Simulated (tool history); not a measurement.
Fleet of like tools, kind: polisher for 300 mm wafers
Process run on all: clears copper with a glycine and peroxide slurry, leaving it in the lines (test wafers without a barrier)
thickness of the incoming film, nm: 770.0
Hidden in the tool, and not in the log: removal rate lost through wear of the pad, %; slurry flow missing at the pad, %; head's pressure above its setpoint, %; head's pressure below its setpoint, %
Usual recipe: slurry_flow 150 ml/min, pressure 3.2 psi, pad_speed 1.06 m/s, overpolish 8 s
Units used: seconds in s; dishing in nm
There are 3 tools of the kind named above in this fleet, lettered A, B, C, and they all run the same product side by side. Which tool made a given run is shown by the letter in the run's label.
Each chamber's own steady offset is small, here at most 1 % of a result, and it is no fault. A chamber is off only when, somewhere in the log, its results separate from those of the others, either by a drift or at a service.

run,hour,slurry_flow,pressure,pad_speed,overpolish,wafers polished on this pad,hours since the slurry nozzle was cleaned,hours since the head pressure was calibrated,seconds,dishing
1B,9.0,150,3.2,1.06,8,177,558.8,670.5,110.530,40.407
# hour 16.0: chamber C: head pressure recalibrated
2C,19.1,150,3.2,1.06,8,452,263.6,3.1,109.080,40.147
3A,24.9,150,3.2,1.06,8,470,86.3,442.5,113.030,40.625
4B,31.8,150,3.2,1.06,8,396,581.6,693.3,109.060,40.164
5C,38.1,150,3.2,1.06,8,635,282.6,22.1,107.360,38.590
6A,45.0,150,3.2,1.06,8,664,106.4,462.6,110.770,39.657
# hour 45.4: chamber A: worn pad replaced by a new one
# hour 51.4: chamber B: worn pad replaced by a new one
7C,53.3,150,3.2,0.70,5,781,297.8,37.3,151.630,19.003
# hour 58.3: chamber A: head pressure recalibrated
8B,64.0,150,3.2,0.70,5,121,613.8,725.5,156.160,19.352
9A,69.9,150,3.2,0.70,5,237,131.3,11.6,156.480,19.184
10B,78.6,150,3.2,0.94,12,262,628.4,740.1,122.970,53.872
11C,88.0,150,3.2,0.94,12,1116,332.5,72.0,120.350,52.387
12A,93.8,150,3.2,0.94,12,467,155.2,35.5,123.610,52.958
13B,102.2,150,3.2,1.06,8,489,652.0,763.7,110.120,40.430
# hour 104.2: chamber C: worn pad replaced by a new one
# hour 108.4: chamber B: head pressure recalibrated
14A,109.2,170,3.2,1.06,8,616,170.6,50.9,110.530,41.479
# hour 118.1: chamber A: worn pad replaced by a new one
15C,118.2,170,3.2,1.06,8,135,362.7,102.2,107.180,41.136
# hour 120.3: chamber B: worn pad replaced by a new one
16B,125.0,170,3.2,1.06,8,45,674.8,16.7,116.020,38.635
17A,135.2,150,3.2,1.06,8,165,196.6,76.9,110.200,41.016
# hour 142.8: chamber A: slurry nozzle cleaned
18C,143.1,150,3.2,1.06,8,375,387.6,127.1,108.590,40.375
19B,153.2,150,3.2,1.06,8,317,703.0,44.9,117.650,38.047
20C,160.3,165,3.2,1.42,8,541,404.8,144.3,83.232,50.061
21A,167.4,165,3.2,1.42,8,476,24.7,109.1,83.023,50.904
22C,172.6,165,3.2,1.42,8,659,417.1,156.6,81.941,50.974
23A,180.9,150,3.2,1.06,8,606,38.2,122.6,111.580,40.479
# hour 183.2: chamber B: worn pad replaced by a new one
24B,186.4,150,3.2,1.06,8,31,736.2,78.1,117.050,37.455
# hour 189.0: chamber A: worn pad replaced by a new one
25A,191.8,150,3.2,0.86,5,27,49.1,133.5,133.070,22.072
26C,201.5,150,3.2,0.86,5,938,446.0,185.5,130.440,21.714
27B,208.6,150,3.2,0.86,5,245,758.4,100.3,139.550,20.893
28B,217.9,150,3.2,1.06,8,335,767.7,109.6,115.680,36.990
29A,227.1,150,3.2,1.06,8,368,84.4,168.8,111.420,39.045
# hour 233.0: chamber C: worn pad replaced by a new one
30C,236.2,150,3.2,1.06,8,30,480.7,220.2,108.420,40.051
31A,245.3,150,3.2,1.06,8,543,102.6,187.0,112.850,40.424
# hour 249.8: chamber A: worn pad replaced by a new one
# hour 256.3: chamber B: worn pad replaced by a new one
32B,256.5,150,3.2,1.06,8,2,806.3,148.2,119.050,37.796
# hour 258.9: chamber B: slurry nozzle cleaned
33C,262.1,105,3.2,0.94,8,280,506.6,246.1,128.330,33.534
34C,267.8,105,3.2,0.94,8,335,512.3,251.8,128.540,34.039
35B,278.6,105,3.2,0.94,8,215,19.8,170.3,138.200,32.692
36A,284.5,150,3.2,1.06,8,335,141.8,226.2,109.830,39.942
37C,289.9,150,3.2,1.06,8,548,534.4,273.9,109.770,39.709
38B,296.1,150,3.2,1.06,8,384,37.3,187.8,117.790,38.283
39A,301.7,150,3.2,1.06,8,500,159.0,243.4,109.750,39.612
# hour 304.0: chamber C: slurry nozzle cleaned
40C,311.5,150,3.2,1.06,8,756,7.5,295.5,107.450,39.851
41A,322.6,175,3.2,0.84,8,702,179.9,264.3,132.400,34.258
42B,332.7,175,3.2,0.84,8,736,73.9,224.4,136.140,33.030

What goes on in this fleet: one chamber off, a drifting gauge, or nothing beyond the chambers' own small offsets? Name the chamber and the cause, if any.

A service on chamber B put it out of line with the rest.
Most likely cause: head's pressure below its setpoint, % = 7.59.

Which of the 4 candidates below, each the usual settings with something changed and its results left as question marks, puts chamber B back in line with what the other chambers give on the usual settings?
In line here means within this much of the mean the other chambers give on the usual settings: seconds 3.500 s; dishing 1.900 nm
43B-1,340.7,150,3.1,1.02,8,,,,?,?
43B-2,340.7,150,3.0,0.98,8,,,,?,?
43B-3,340.7,150,3.4,1.14,8,,,,?,?
43B-4,340.7,150,3.3,1.10,8,,,,?,?

Mean of the other chambers on the usual settings: seconds 110.580 s; dishing 40.018 nm
run,seconds,dishing
43B-1,124.960,35.926
43B-2,132.600,34.044
43B-3,105.450,41.846
43B-4,111.440,39.829
The answer is 43B-4, which returns the chamber to within the allowed miss of the others.

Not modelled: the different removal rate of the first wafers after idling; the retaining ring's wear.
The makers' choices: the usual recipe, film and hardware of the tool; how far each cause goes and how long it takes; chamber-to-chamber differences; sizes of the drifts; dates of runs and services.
